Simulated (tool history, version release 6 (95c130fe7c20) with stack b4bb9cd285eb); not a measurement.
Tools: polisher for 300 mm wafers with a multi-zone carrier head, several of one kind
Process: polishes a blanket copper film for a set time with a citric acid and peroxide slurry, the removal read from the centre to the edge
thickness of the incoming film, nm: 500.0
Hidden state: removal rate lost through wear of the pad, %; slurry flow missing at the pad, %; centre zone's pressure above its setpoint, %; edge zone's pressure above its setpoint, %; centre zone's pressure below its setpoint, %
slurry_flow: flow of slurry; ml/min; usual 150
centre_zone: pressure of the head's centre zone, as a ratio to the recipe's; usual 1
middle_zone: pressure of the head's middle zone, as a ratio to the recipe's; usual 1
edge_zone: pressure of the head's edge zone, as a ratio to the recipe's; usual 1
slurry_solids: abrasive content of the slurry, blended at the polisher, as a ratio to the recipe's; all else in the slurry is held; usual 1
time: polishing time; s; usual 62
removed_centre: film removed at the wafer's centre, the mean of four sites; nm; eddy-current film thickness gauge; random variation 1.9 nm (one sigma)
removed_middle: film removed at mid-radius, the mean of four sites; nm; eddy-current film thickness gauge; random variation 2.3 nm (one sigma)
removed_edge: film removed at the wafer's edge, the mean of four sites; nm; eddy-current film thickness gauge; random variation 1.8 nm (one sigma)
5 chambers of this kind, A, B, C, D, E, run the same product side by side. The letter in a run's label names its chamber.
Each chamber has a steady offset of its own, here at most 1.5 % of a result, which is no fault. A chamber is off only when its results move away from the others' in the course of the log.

run	hour	slurry_flow	centre_zone	middle_zone	edge_zone	slurry_solids	time	wafers polished on this pad	hours since the slurry nozzle was cleaned	hours since the centre zone pressure was calibrated	hours since the edge zone pressure was calibrated	removed_centre	removed_middle	removed_edge
1D	13.1	150	1	1	1	1	62	1129	578.4	223.9	213	178.16	177.91	176.12
2B	26.6	150	1	1	1	1	62	516	316.4	968	269.5	179.52	175.46	177.44
3A	37.7	150	1	1	1	1	62	310	351.9	527.4	438.8	177.95	177.24	179.46
# hour 37.8: chamber D: worn pad replaced by a new one
# hour 46.6: chamber C: worn pad replaced by a new one
4C	47.2	150	1	1	1	1	62	4	470.3	708.2	137.5	177.48	181.75	176.37
5E	56.5	150	1	1	1	1	62	880	395.5	757.6	614.8	178.19	174.34	179.85
6B	69.5	150	1	1	1	1	62	799	359.3	1010.9	312.4	176	174.02	177.57
7A	84.9	150	1	1	1	1	62	622	399.1	574.6	486	179.82	181.1	176.52
# hour 85.9: chamber E: worn pad replaced by a new one
# hour 94.4: chamber C: slurry nozzle cleaned
8C	95.9	150	1	1	1	1	62	325	1.5	756.9	186.2	177.6	175.23	177.06
9D	107.4	150	1	1	1	1	62	459	672.7	318.2	307.3	182.74	177.82	177.03
# hour 107.7: chamber B: worn pad replaced by a new one
10E	118.3	150	1	1	1	1	62	214	457.3	819.4	676.6	181.27	182.21	180.26
# hour 132.9: chamber A: worn pad replaced by a new one
11B	134.8	150	1	1.08	1	1	62	179	424.6	1076.2	377.7	177.3	191	177.56
12C	143.9	150	1	1.08	1	1	62	642	49.5	804.9	234.2	176.27	184.74	175.89
13E	158.4	150	1	1.08	1	1	62	479	497.4	859.5	716.7	179.69	187.85	178.18
14A	167.5	150	1	1.08	1	1	62	228	481.7	657.2	568.6	175.86	187.57	177.74
# hour 177.3: chamber B: centre zone pressure recalibrated
15D	184	150	1	1.08	1	1	62	965	749.3	394.8	383.9	176.81	193.8	176.38
# hour 191.3: chamber E: slurry nozzle cleaned
16B	193	150	1	1	1	1	62	563	482.8	15.8	435.9	161.63	175.93	177.66
17A	200.7	150	1	1	1	1	62	448	514.9	690.4	601.8	176.8	177.51	175.53
18E	213.2	150	1	1	1	1	62	841	21.9	914.3	771.5	178.24	177.78	177.68
# hour 218.6: chamber C: worn pad replaced by a new one
# hour 220.1: chamber E: worn pad replaced by a new one
19D	225.9	150	1	1	1	1	62	1242	791.2	436.7	425.8	180.6	177.61	176.86
# hour 227.7: chamber D: worn pad replaced by a new one
20C	233.7	150	1	1.05	1	1.1	62	100	139.3	894.7	324	183.63	192.41	183.13
21C	247.5	150	1	1.05	1	1.1	62	191	153.1	908.5	337.8	179.83	191.98	180.37
# hour 251.6: chamber A: edge zone pressure recalibrated
# hour 251.9: chamber D: slurry nozzle cleaned
22B	259.3	150	1	1.05	1	1.1	62	1001	549.1	82.1	502.2	162.09	187.71	182.14
23D	272.6	150	1	1.05	1	1.1	62	296	20.7	483.4	472.5	182.41	191.6	184.96
# hour 273.2: chamber B: worn pad replaced by a new one
# hour 280.2: chamber A: worn pad replaced by a new one
24E	280.7	150	1	1.05	1	1.1	62	400	89.4	981.8	839	181.82	186.24	182.05
# hour 283.6: chamber C: edge zone pressure recalibrated
25A	289	150	1	1	1	1	62	58	603.2	778.7	37.4	179.42	178.48	180.12
26E	299	150	1	1	1	1	62	521	107.7	1000.1	857.3	176.34	171.48	179.69
27A	306.9	150	1	1	1	0.75	62	176	621.1	796.6	55.3	166.29	164.3	166.29
28B	316.8	150	1	1	1	0.75	62	288	606.6	139.6	559.7	149	167.13	171.38
29C	328.3	150	1	1	1	0.75	62	725	233.9	989.3	44.7	166.97	170.65	167.85
30D	340.9	150	1	1	1	0.75	62	747	89	551.7	540.8	169.32	166.65	167
31B	353.4	150	1	1	1	0.75	62	529	643.2	176.2	596.3	150.56	167.21	165.65
# hour 361.1: chamber E: worn pad replaced by a new one
32E	363.1	150	1	1	1	1	62	13	171.8	1064.2	921.4	177.04	180.2	182.84
33D	374	150	1	1	1	1	62	966	122.1	584.8	573.9	179.81	177.83	178.74

All 5 chambers run these settings next. Forecast each chamber's results:
34A	386	150	1	1	1	1	62					?	?	?
34B	386	150	1	1	1	1	62					?	?	?
34C	386	150	1	1	1	1	62					?	?	?
34D	386	150	1	1	1	1	62					?	?	?
34E	386	150	1	1	1	1	62					?	?	?

run	removed_centre	removed_middle	removed_edge
34A	178.8	174.43	174.52
34B	161.63	174.61	178.44
34C	179.16	179.88	173.27
34D	181.1	177.16	178.23
34E	181.53	179.3	180.11
